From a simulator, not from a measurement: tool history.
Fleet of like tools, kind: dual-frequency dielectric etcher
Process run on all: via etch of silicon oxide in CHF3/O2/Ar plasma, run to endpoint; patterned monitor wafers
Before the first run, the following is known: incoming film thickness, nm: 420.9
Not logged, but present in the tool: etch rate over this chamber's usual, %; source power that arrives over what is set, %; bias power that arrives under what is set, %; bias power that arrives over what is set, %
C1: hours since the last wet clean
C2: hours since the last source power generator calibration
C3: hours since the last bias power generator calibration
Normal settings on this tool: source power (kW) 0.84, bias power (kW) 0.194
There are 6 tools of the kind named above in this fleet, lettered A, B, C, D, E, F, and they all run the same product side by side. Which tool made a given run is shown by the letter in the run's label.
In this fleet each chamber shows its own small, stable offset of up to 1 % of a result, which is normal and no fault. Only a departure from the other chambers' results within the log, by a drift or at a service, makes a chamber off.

run 1B hour=9.7 | source_power_(kW)=0.84 bias_power_(kW)=0.194 | C1=548.3 C2=1592.4 C3=748.6 | endpoint_time_(s)=184.77
run 2F hour=19.9 | source_power_(kW)=0.84 bias_power_(kW)=0.194 | C1=171.8 C2=391.5 C3=2299.2 | endpoint_time_(s)=182
run 3A hour=30 | source_power_(kW)=0.84 bias_power_(kW)=0.194 | C1=416.4 C2=2323.9 C3=4317.6 | endpoint_time_(s)=185.3
run 4C hour=42.1 | source_power_(kW)=0.84 bias_power_(kW)=0.194 | C1=274.7 C2=3439.6 C3=167.3 | endpoint_time_(s)=182.46
run 5D hour=49.7 | source_power_(kW)=0.75 bias_power_(kW)=0.216 | C1=174.7 C2=3251.4 C3=4271.5 | endpoint_time_(s)=185.34
run 6E hour=55.7 | source_power_(kW)=0.75 bias_power_(kW)=0.216 | C1=109.3 C2=2008.7 C3=876.2 | endpoint_time_(s)=181.88
run 7E hour=62.3 | source_power_(kW)=0.75 bias_power_(kW)=0.216 | C1=115.9 C2=2015.3 C3=882.8 | endpoint_time_(s)=183.95
run 8D hour=71.1 | source_power_(kW)=0.75 bias_power_(kW)=0.216 | C1=196.1 C2=3272.8 C3=4292.9 | endpoint_time_(s)=185.83
-- hour=78.1 chamber A: wet clean of the chamber
run 9F hour=81.5 | source_power_(kW)=0.75 bias_power_(kW)=0.216 | C1=233.4 C2=453.1 C3=2360.8 | endpoint_time_(s)=186.19
run 10A hour=87.3 | source_power_(kW)=0.75 bias_power_(kW)=0.216 | C1=9.2 C2=2381.2 C3=4374.9 | endpoint_time_(s)=185.68
run 11B hour=97.4 | source_power_(kW)=0.84 bias_power_(kW)=0.194 | C1=636 C2=1680.1 C3=836.3 | endpoint_time_(s)=181.67
run 12C hour=109 | source_power_(kW)=0.84 bias_power_(kW)=0.179 | C1=341.6 C2=3506.5 C3=234.2 | endpoint_time_(s)=185.77
run 13C hour=118.8 | source_power_(kW)=0.84 bias_power_(kW)=0.179 | C1=351.4 C2=3516.3 C3=244 | endpoint_time_(s)=186.2
run 14B hour=124.4 | source_power_(kW)=0.84 bias_power_(kW)=0.179 | C1=663 C2=1707.1 C3=863.3 | endpoint_time_(s)=185.52
run 15D hour=132.4 | source_power_(kW)=0.84 bias_power_(kW)=0.179 | C1=257.4 C2=3334.1 C3=4354.2 | endpoint_time_(s)=190.05
run 16A hour=140.8 | source_power_(kW)=0.84 bias_power_(kW)=0.179 | C1=62.7 C2=2434.7 C3=4428.4 | endpoint_time_(s)=191.26
-- hour=145.2 chamber B: wet clean of the chamber
run 17F hour=153.3 | source_power_(kW)=0.84 bias_power_(kW)=0.179 | C1=305.2 C2=524.9 C3=2432.6 | endpoint_time_(s)=186.62
run 18E hour=161.6 | source_power_(kW)=0.84 bias_power_(kW)=0.194 | C1=215.2 C2=2114.6 C3=982.1 | endpoint_time_(s)=179.68
run 19E hour=167.3 | source_power_(kW)=0.84 bias_power_(kW)=0.194 | C1=220.9 C2=2120.3 C3=987.8 | endpoint_time_(s)=180.17
run 20A hour=174.5 | source_power_(kW)=0.84 bias_power_(kW)=0.194 | C1=96.4 C2=2468.4 C3=4462.1 | endpoint_time_(s)=184.46
run 21D hour=183.9 | source_power_(kW)=0.84 bias_power_(kW)=0.194 | C1=308.9 C2=3385.6 C3=4405.7 | endpoint_time_(s)=182.64
run 22F hour=190.9 | source_power_(kW)=0.84 bias_power_(kW)=0.194 | C1=342.8 C2=562.5 C3=2470.2 | endpoint_time_(s)=182.48
run 23B hour=202.3 | source_power_(kW)=0.84 bias_power_(kW)=0.194 | C1=57.1 C2=1785 C3=941.2 | endpoint_time_(s)=183.21
run 24C hour=211 | source_power_(kW)=0.84 bias_power_(kW)=0.194 | C1=443.6 C2=3608.5 C3=336.2 | endpoint_time_(s)=177.19
-- hour=222.8 chamber D: wet clean of the chamber
run 25B hour=223.6 | source_power_(kW)=0.84 bias_power_(kW)=0.172 | C1=78.4 C2=1806.3 C3=962.5 | endpoint_time_(s)=189.68
run 26D hour=230 | source_power_(kW)=0.84 bias_power_(kW)=0.172 | C1=7.3 C2=3431.7 C3=4451.8 | endpoint_time_(s)=191.46
run 27E hour=237.6 | source_power_(kW)=0.84 bias_power_(kW)=0.172 | C1=291.2 C2=2190.6 C3=1058.1 | endpoint_time_(s)=187.43
run 28F hour=250.2 | source_power_(kW)=0.84 bias_power_(kW)=0.172 | C1=402.1 C2=621.8 C3=2529.5 | endpoint_time_(s)=187.65
run 29A hour=258.7 | source_power_(kW)=0.84 bias_power_(kW)=0.172 | C1=180.6 C2=2552.6 C3=4546.3 | endpoint_time_(s)=193
run 30C hour=267.7 | source_power_(kW)=0.84 bias_power_(kW)=0.172 | C1=500.3 C2=3665.2 C3=392.9 | endpoint_time_(s)=186.96
run 31D hour=273.6 | source_power_(kW)=0.84 bias_power_(kW)=0.194 | C1=50.9 C2=3475.3 C3=4495.4 | endpoint_time_(s)=183.94
-- hour=284.3 chamber E: wet clean of the chamber
run 32B hour=285.8 | source_power_(kW)=0.84 bias_power_(kW)=0.194 | C1=140.6 C2=1868.5 C3=1024.7 | endpoint_time_(s)=183.61
run 33E hour=292 | source_power_(kW)=0.84 bias_power_(kW)=0.194 | C1=7.7 C2=2245 C3=1112.5 | endpoint_time_(s)=180.59
run 34A hour=303.2 | source_power_(kW)=0.84 bias_power_(kW)=0.194 | C1=225.1 C2=2597.1 C3=4590.8 | endpoint_time_(s)=184.54
run 35C hour=313.8 | source_power_(kW)=0.84 bias_power_(kW)=0.194 | C1=546.4 C2=3711.3 C3=439 | endpoint_time_(s)=178.51
run 36F hour=323.2 | source_power_(kW)=0.84 bias_power_(kW)=0.194 | C1=475.1 C2=694.8 C3=2602.5 | endpoint_time_(s)=183.64
run 37E hour=332.4 | source_power_(kW)=0.76 bias_power_(kW)=0.225 | C1=48.1 C2=2285.4 C3=1152.9 | endpoint_time_(s)=178.48
-- hour=343.9 chamber D: bias power generator calibrated
run 38B hour=344.1 | source_power_(kW)=0.76 bias_power_(kW)=0.225 | C1=198.9 C2=1926.8 C3=1083 | endpoint_time_(s)=180.83
run 39A hour=355.7 | source_power_(kW)=0.76 bias_power_(kW)=0.225 | C1=277.6 C2=2649.6 C3=4643.3 | endpoint_time_(s)=182.53
run 40D hour=367.2 | source_power_(kW)=0.76 bias_power_(kW)=0.225 | C1=144.5 C2=3568.9 C3=23.3 | endpoint_time_(s)=182.38

All 6 chambers run these settings next. Forecast each chamber's results:
run 41A hour=376.3 | source_power_(kW)=0.68 bias_power_(kW)=0.194 | endpoint_time_(s)=?
run 41B hour=376.3 | source_power_(kW)=0.68 bias_power_(kW)=0.194 | endpoint_time_(s)=?
run 41C hour=376.3 | source_power_(kW)=0.68 bias_power_(kW)=0.194 | endpoint_time_(s)=?
run 41D hour=376.3 | source_power_(kW)=0.68 bias_power_(kW)=0.194 | endpoint_time_(s)=?
run 41E hour=376.3 | source_power_(kW)=0.68 bias_power_(kW)=0.194 | endpoint_time_(s)=?
run 41F hour=376.3 | source_power_(kW)=0.68 bias_power_(kW)=0.194 | endpoint_time_(s)=?

run=41A endpoint_time_(s)=199.44
run=41B endpoint_time_(s)=200.13
run=41C endpoint_time_(s)=187.35
run=41D endpoint_time_(s)=198.11
run=41E endpoint_time_(s)=194.97
run=41F endpoint_time_(s)=198.2
